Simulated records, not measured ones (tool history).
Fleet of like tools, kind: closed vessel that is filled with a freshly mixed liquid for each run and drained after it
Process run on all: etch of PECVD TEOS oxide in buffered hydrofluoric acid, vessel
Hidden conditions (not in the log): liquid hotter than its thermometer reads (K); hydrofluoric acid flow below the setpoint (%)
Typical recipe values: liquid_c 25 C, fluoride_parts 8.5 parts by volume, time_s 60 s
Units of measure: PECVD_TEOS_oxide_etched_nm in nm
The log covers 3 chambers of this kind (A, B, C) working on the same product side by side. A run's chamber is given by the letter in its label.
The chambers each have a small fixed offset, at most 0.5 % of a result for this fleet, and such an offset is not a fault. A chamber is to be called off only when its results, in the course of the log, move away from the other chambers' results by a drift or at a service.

| run | hour | liquid_c | fluoride_parts | time_s | hours since the thermometer was replaced | hours since the hydrofluoric acid flow meter was replaced | read-back film thickness of the PECVD TEOS oxide reference wafer, read on the same gauge (nm) | PECVD_TEOS_oxide_etched_nm |
|---|---|---|---|---|---|---|---|---|
| 1A | 5 | 25 | 8.5 | 60 | 492 | 397.9 | 150.01 | 122.71 |
| 2C | 12 | 25 | 8.5 | 60 | 240 | 1493.7 | 150.01 | 123.85 |
| 3B | 18.2 | 25 | 8.5 | 60 | 401.5 | 260.5 | 150.01 | 122.72 |
| 4A | 23.6 | 25 | 8.5 | 60 | 510.6 | 416.5 | 149.99 | 124.18 |
| 5B | 28.4 | 23 | 7.5 | 60 | 411.7 | 270.7 | 149.97 | 126.61 |
| 6C | 32.8 | 23 | 7.5 | 60 | 260.8 | 1514.5 | 150.02 | 126.04 |
| 7B | 39.9 | 23 | 7.5 | 60 | 423.2 | 282.2 | 150.01 | 125.88 |
| 8C | 47.6 | 25 | 8.5 | 60 | 275.6 | 1529.3 | 150 | 124.09 |
| 9A | 54.4 | 25 | 8.5 | 60 | 541.4 | 447.3 | 149.99 | 123.06 |
| 10C | 62.5 | 25 | 8.5 | 60 | 290.5 | 1544.2 | 150.01 | 122.26 |
| 11B | 66.2 | 29 | 6 | 60 | 449.5 | 308.5 | 150 | 209.69 |
| 12A | 72.4 | 29 | 6 | 60 | 559.4 | 465.3 | 149.99 | 216.93 |
| 13B | 79.5 | 29 | 6 | 60 | 462.8 | 321.8 | 150.01 | 211.73 |
| 14A | 85.7 | 25 | 8.5 | 60 | 572.7 | 478.6 | 149.99 | 124.55 |
| 15C | 93.9 | 25 | 8.5 | 60 | 321.9 | 1575.6 | 149.98 | 125.19 |
| 16B | 100 | 25 | 8.5 | 60 | 483.3 | 342.3 | 149.99 | 122.01 |
| 17C | 105.3 | 25 | 12 | 30 | 333.3 | 1587 | 150 | 45.895 |
| 18A | 110.1 | 25 | 12 | 30 | 597.1 | 503 | 150 | 45.554 |
| 19B | 115.6 | 25 | 12 | 30 | 498.9 | 357.9 | 149.97 | 45.486 |
| 20C | 121.8 | 25 | 8.5 | 60 | 349.8 | 1603.5 | 149.98 | 124.52 |
| 21A | 128.7 | 25 | 8.5 | 60 | 615.7 | 521.6 | 149.99 | 124.45 |
|  | 130.5 | chamber C: hydrofluoric acid flow meter replaced |
| 22C | 133.4 | 25 | 8.5 | 60 | 361.4 | 3 | 150 | 123 |
| 23A | 139.7 | 25 | 8.5 | 60 | 626.7 | 532.6 | 149.98 | 122.52 |
| 24B | 145.9 | 25 | 8.5 | 60 | 529.2 | 388.2 | 149.99 | 124.37 |
| 25A | 153.1 | 25 | 8.5 | 60 | 640.1 | 546 | 149.98 | 122.71 |
| 26B | 158.6 | 25 | 8.5 | 60 | 541.9 | 400.9 | 149.99 | 123.25 |
| 27C | 163.7 | 25 | 12 | 30 | 391.7 | 33.3 | 150 | 45.922 |
| 28C | 170.6 | 25 | 12 | 30 | 398.6 | 40.2 | 149.99 | 45.552 |
| 29B | 175.8 | 25 | 12 | 30 | 559.1 | 418.1 | 149.98 | 46.041 |
| 30A | 181.1 | 25 | 8.5 | 90 | 668.1 | 574 | 150 | 183.89 |
| 31C | 186.1 | 25 | 8.5 | 90 | 414.1 | 55.7 | 150 | 186.54 |
| 32B | 191.7 | 25 | 8.5 | 90 | 575 | 434 | 150.01 | 183.42 |
| 33A | 197 | 25 | 8.5 | 60 | 684 | 589.9 | 149.99 | 123.46 |
|  | 198.2 | chamber A: hydrofluoric acid flow meter replaced |
| 34A | 201.6 | 25 | 8.5 | 60 | 688.6 | 3.5 | 149.97 | 124.7 |

Is one chamber off against the others, does the gauge drift, or is nothing wrong? If a chamber is off, say which, and what the likeliest cause is.

No chamber stands off beyond its own small offset, and the gauge holds steady.
